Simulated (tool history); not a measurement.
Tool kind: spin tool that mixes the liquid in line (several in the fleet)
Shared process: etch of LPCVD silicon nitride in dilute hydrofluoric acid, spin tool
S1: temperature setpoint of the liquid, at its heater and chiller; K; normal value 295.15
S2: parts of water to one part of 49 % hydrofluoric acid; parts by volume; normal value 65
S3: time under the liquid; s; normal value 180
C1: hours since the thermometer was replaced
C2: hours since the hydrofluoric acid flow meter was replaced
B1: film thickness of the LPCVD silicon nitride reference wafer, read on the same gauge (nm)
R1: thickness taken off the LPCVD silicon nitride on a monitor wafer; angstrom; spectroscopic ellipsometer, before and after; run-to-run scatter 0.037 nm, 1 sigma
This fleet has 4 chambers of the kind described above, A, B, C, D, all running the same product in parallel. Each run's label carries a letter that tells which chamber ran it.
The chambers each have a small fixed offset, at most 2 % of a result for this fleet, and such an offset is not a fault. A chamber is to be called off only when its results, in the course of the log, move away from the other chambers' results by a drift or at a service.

{"run": "1C", "day": 0.158, "S1": 295.15, "S2": 65, "S3": 180, "C1": 381.6, "C2": 725.5, "B1": 140.02, "R1": 14.009}
{"run": "2A", "day": 0.283, "S1": 295.15, "S2": 65, "S3": 180, "C1": 1206.4, "C2": 959.8, "B1": 140.01, "R1": 13.98}
{"run": "3D", "day": 0.425, "S1": 295.15, "S2": 65, "S3": 180, "C1": 1110.2, "C2": 2280.1, "B1": 140.0, "R1": 13.669}
{"run": "4B", "day": 0.592, "S1": 295.15, "S2": 65, "S3": 180, "C1": 711.4, "C2": 355.4, "B1": 140.02, "R1": 13.58}
{"run": "5C", "day": 0.7, "S1": 295.15, "S2": 65, "S3": 180, "C1": 394.6, "C2": 738.5, "B1": 140.01, "R1": 13.921}
{"run": "6D", "day": 0.825, "S1": 295.15, "S2": 65, "S3": 180, "C1": 1119.8, "C2": 2289.7, "B1": 140.01, "R1": 13.351}
{"run": "7B", "day": 0.925, "S1": 295.15, "S2": 65, "S3": 180, "C1": 719.4, "C2": 363.4, "B1": 140.0, "R1": 14.141}
{"run": "8A", "day": 1.104, "S1": 295.15, "S2": 65, "S3": 180, "C1": 1226.1, "C2": 979.5, "B1": 140.0, "R1": 13.991}
{"run": "9B", "day": 1.25, "S1": 295.15, "S2": 65, "S3": 180, "C1": 727.2, "C2": 371.2, "B1": 140.0, "R1": 13.343}
{"run": "10A", "day": 1.354, "S1": 295.15, "S2": 65, "S3": 180, "C1": 1232.1, "C2": 985.5, "B1": 139.99, "R1": 14.414}
{"run": "11D", "day": 1.442, "S1": 295.15, "S2": 65, "S3": 180, "C1": 1134.6, "C2": 2304.5, "B1": 139.98, "R1": 14.418}
{"run": "12C", "day": 1.638, "S1": 295.15, "S2": 65, "S3": 180, "C1": 417.1, "C2": 761.0, "B1": 140.0, "R1": 13.718}
{"run": "13D", "day": 1.746, "S1": 295.15, "S2": 65, "S3": 180, "C1": 1141.9, "C2": 2311.8, "B1": 140.0, "R1": 13.825}
{"run": "14C", "day": 1.938, "S1": 298.15, "S2": 65, "S3": 90, "C1": 424.3, "C2": 768.2, "B1": 139.98, "R1": 8.4405}
{"run": "15A", "day": 2.05, "S1": 298.15, "S2": 65, "S3": 90, "C1": 1248.8, "C2": 1002.2, "B1": 139.98, "R1": 8.3475}
{"run": "16B", "day": 2.225, "S1": 298.15, "S2": 65, "S3": 90, "C1": 750.6, "C2": 394.6, "B1": 139.99, "R1": 8.5303}
{"run": "17B", "day": 2.421, "S1": 298.15, "S2": 65, "S3": 90, "C1": 755.3, "C2": 399.3, "B1": 140.0, "R1": 8.8557}
{"run": "18D", "day": 2.558, "S1": 295.15, "S2": 65, "S3": 180, "C1": 1161.4, "C2": 2331.3, "B1": 140.01, "R1": 13.466}
{"run": "19C", "day": 2.717, "S1": 295.15, "S2": 65, "S3": 180, "C1": 443.0, "C2": 786.9, "B1": 140.01, "R1": 12.987}
{"run": "20A", "day": 2.875, "S1": 295.15, "S2": 65, "S3": 180, "C1": 1268.6, "C2": 1022.0, "B1": 139.99, "R1": 13.942}
{"run": "21D", "day": 3.05, "S1": 295.15, "S2": 65, "S3": 180, "C1": 1173.2, "C2": 2343.1, "B1": 140.0, "R1": 13.709}
{"run": "22C", "day": 3.183, "S1": 295.15, "S2": 65, "S3": 180, "C1": 454.2, "C2": 798.1, "B1": 139.99, "R1": 13.205}
{"run": "23B", "day": 3.346, "S1": 295.15, "S2": 65, "S3": 180, "C1": 777.5, "C2": 421.5, "B1": 140.02, "R1": 14.301}
{"run": "24A", "day": 3.525, "S1": 295.15, "S2": 65, "S3": 180, "C1": 1284.2, "C2": 1037.6, "B1": 140.02, "R1": 14.099}
{"run": "25C", "day": 3.704, "S1": 295.15, "S2": 65, "S3": 180, "C1": 466.7, "C2": 810.6, "B1": 139.98, "R1": 13.703}
{"run": "26D", "day": 3.871, "S1": 295.15, "S2": 65, "S3": 180, "C1": 1192.9, "C2": 2362.8, "B1": 140.0, "R1": 14.204}
{"run": "27B", "day": 3.979, "S1": 295.15, "S2": 65, "S3": 180, "C1": 792.7, "C2": 436.7, "B1": 139.99, "R1": 13.753}
{"run": "28A", "day": 4.088, "S1": 295.15, "S2": 65, "S3": 180, "C1": 1297.7, "C2": 1051.1, "B1": 139.99, "R1": 14.65}
{"run": "29D", "day": 4.254, "S1": 295.15, "S2": 65, "S3": 180, "C1": 1202.1, "C2": 2372.0, "B1": 140.03, "R1": 13.131}
{"run": "30B", "day": 4.346, "S1": 295.15, "S2": 65, "S3": 180, "C1": 801.5, "C2": 445.5, "B1": 140.0, "R1": 13.625}
{"run": "31C", "day": 4.462, "S1": 295.15, "S2": 65, "S3": 180, "C1": 484.9, "C2": 828.8, "B1": 140.0, "R1": 13.295}
{"run": "32A", "day": 4.558, "S1": 295.15, "S2": 65, "S3": 180, "C1": 1309.0, "C2": 1062.4, "B1": 140.0, "R1": 13.942}
{"run": "33D", "day": 4.662, "S1": 295.15, "S2": 65, "S3": 180, "C1": 1211.9, "C2": 2381.8, "B1": 139.98, "R1": 14.024}
{"run": "34B", "day": 4.767, "S1": 295.15, "S2": 65, "S3": 180, "C1": 811.6, "C2": 455.6, "B1": 140.01, "R1": 14.058}
{"run": "35A", "day": 4.958, "S1": 295.15, "S2": 65, "S3": 180, "C1": 1318.6, "C2": 1072.0, "B1": 139.98, "R1": 14.531}
{"run": "36C", "day": 5.108, "S1": 295.15, "S2": 65, "S3": 180, "C1": 500.4, "C2": 844.3, "B1": 139.97, "R1": 14.023}
{"run": "37A", "day": 5.275, "S1": 295.15, "S2": 65, "S3": 180, "C1": 1326.2, "C2": 1079.6, "B1": 140.01, "R1": 14.12}
{"run": "38B", "day": 5.425, "S1": 295.15, "S2": 65, "S3": 180, "C1": 827.4, "C2": 471.4, "B1": 140.03, "R1": 13.501}
{"run": "39D", "day": 5.525, "S1": 295.15, "S2": 65, "S3": 230, "C1": 1232.6, "C2": 2402.5, "B1": 140.0, "R1": 17.966}
{"run": "40C", "day": 5.717, "S1": 295.15, "S2": 65, "S3": 230, "C1": 515.0, "C2": 858.9, "B1": 140.03, "R1": 18.516}

Which is it: a chamber that has drifted or been left off by a service, a gauge drift common to all chambers, or only each chamber's usual small offset? If a chamber is off, name it and its likeliest cause.

Neither any chamber nor the gauge drifts; the chambers differ only by their own small, steady offsets.
